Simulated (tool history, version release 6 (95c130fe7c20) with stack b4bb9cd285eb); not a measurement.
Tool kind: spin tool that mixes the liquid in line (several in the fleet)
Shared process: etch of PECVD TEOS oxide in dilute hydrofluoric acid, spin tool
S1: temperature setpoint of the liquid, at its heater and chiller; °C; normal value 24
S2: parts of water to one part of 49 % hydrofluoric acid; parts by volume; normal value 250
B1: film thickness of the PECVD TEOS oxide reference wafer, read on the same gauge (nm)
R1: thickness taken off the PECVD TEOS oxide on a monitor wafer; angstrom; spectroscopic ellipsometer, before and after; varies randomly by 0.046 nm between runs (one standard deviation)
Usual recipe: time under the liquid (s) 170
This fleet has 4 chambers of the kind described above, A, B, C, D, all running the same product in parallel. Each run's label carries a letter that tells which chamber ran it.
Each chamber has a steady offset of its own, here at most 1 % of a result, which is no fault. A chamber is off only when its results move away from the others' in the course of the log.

run 1D hour=7.1 | S1=24 S2=250 time_under_the_liquid_(s)=170 | B1=150.02 | R1=103.800
run 2C hour=14.5 | S1=24 S2=250 time_under_the_liquid_(s)=170 | B1=149.99 | R1=102.290
run 3B hour=22.7 | S1=24 S2=250 time_under_the_liquid_(s)=170 | B1=150.01 | R1=102.820
run 4A hour=28.0 | S1=24 S2=250 time_under_the_liquid_(s)=170 | B1=150.01 | R1=103.980
run 5B hour=34.5 | S1=24 S2=250 time_under_the_liquid_(s)=170 | B1=149.99 | R1=103.550
run 6C hour=40.7 | S1=24 S2=250 time_under_the_liquid_(s)=170 | B1=150.02 | R1=101.890
run 7D hour=47.0 | S1=24 S2=250 time_under_the_liquid_(s)=170 | B1=150.02 | R1=103.000
run 8A hour=53.5 | S1=24 S2=250 time_under_the_liquid_(s)=170 | B1=150.01 | R1=103.730
run 9C hour=60.2 | S1=24 S2=250 time_under_the_liquid_(s)=170 | B1=150.01 | R1=101.670
run 10A hour=63.9 | S1=24 S2=250 time_under_the_liquid_(s)=170 | B1=149.96 | R1=103.710
run 11B hour=70.1 | S1=24 S2=250 time_under_the_liquid_(s)=170 | B1=149.99 | R1=103.270
run 12D hour=77.5 | S1=24 S2=250 time_under_the_liquid_(s)=170 | B1=150.00 | R1=101.880
run 13B hour=81.6 | S1=24 S2=160 time_under_the_liquid_(s)=170 | B1=150.00 | R1=177.640
run 14C hour=86.9 | S1=24 S2=160 time_under_the_liquid_(s)=170 | B1=150.01 | R1=174.230
run 15A hour=92.2 | S1=24 S2=160 time_under_the_liquid_(s)=170 | B1=150.03 | R1=177.900
run 16D hour=96.2 | S1=24 S2=160 time_under_the_liquid_(s)=170 | B1=150.01 | R1=172.550
run 17B hour=103.6 | S1=24 S2=250 time_under_the_liquid_(s)=170 | B1=149.99 | R1=102.590
run 18D hour=110.8 | S1=24 S2=250 time_under_the_liquid_(s)=170 | B1=150.00 | R1=100.230
run 19A hour=116.5 | S1=24 S2=295 time_under_the_liquid_(s)=80 | B1=150.04 | R1=39.886
run 20C hour=121.2 | S1=24 S2=295 time_under_the_liquid_(s)=80 | B1=149.98 | R1=39.068
-- hour=123.8 chamber C: hydrofluoric acid flow meter replaced
run 21C hour=128.9 | S1=24 S2=295 time_under_the_liquid_(s)=80 | B1=149.99 | R1=39.113
run 22B hour=132.7 | S1=24 S2=295 time_under_the_liquid_(s)=80 | B1=150.02 | R1=39.300
run 23D hour=140.1 | S1=24 S2=250 time_under_the_liquid_(s)=170 | B1=150.02 | R1=100.330
run 24A hour=143.8 | S1=24 S2=250 time_under_the_liquid_(s)=170 | B1=150.01 | R1=104.200

One chamber off, gauge drift, or nothing amiss beyond the chambers' own small offsets? If it is a chamber, which one, and what is the likeliest cause?

Chamber D drifts away from the others.
Most likely cause: hydrofluoric acid flow below the setpoint (%) = 3.54.
Not necessarily distinguishable in this log from: liquid colder than its thermometer reads (K).

Here are 4 candidates for chamber D's next run, each the usual settings with a change, their results left as question marks. Which one brings its results back in line with what the others give on the usual settings?
Counts as in line when no further than this from what the other chambers average on the usual settings: R1 1.600 angstrom
run 25D-1 hour=149.7 | S1=24 S2=240 time_under_the_liquid_(s)=175 | R1=?
run 25D-2 hour=149.7 | S1=23 S2=250 time_under_the_liquid_(s)=170 | R1=?
run 25D-3 hour=149.7 | S1=25 S2=250 time_under_the_liquid_(s)=170 | R1=?
run 25D-4 hour=149.7 | S1=24 S2=260 time_under_the_liquid_(s)=165 | R1=?

Usual-settings mean across the other chambers: R1 103.070 angstrom
run=25D-1 R1=107.340
run=25D-2 R1=95.595
run=25D-3 R1=102.720
run=25D-4 R1=91.591
The answer is 25D-3, which returns the chamber to within the allowed miss of the others.

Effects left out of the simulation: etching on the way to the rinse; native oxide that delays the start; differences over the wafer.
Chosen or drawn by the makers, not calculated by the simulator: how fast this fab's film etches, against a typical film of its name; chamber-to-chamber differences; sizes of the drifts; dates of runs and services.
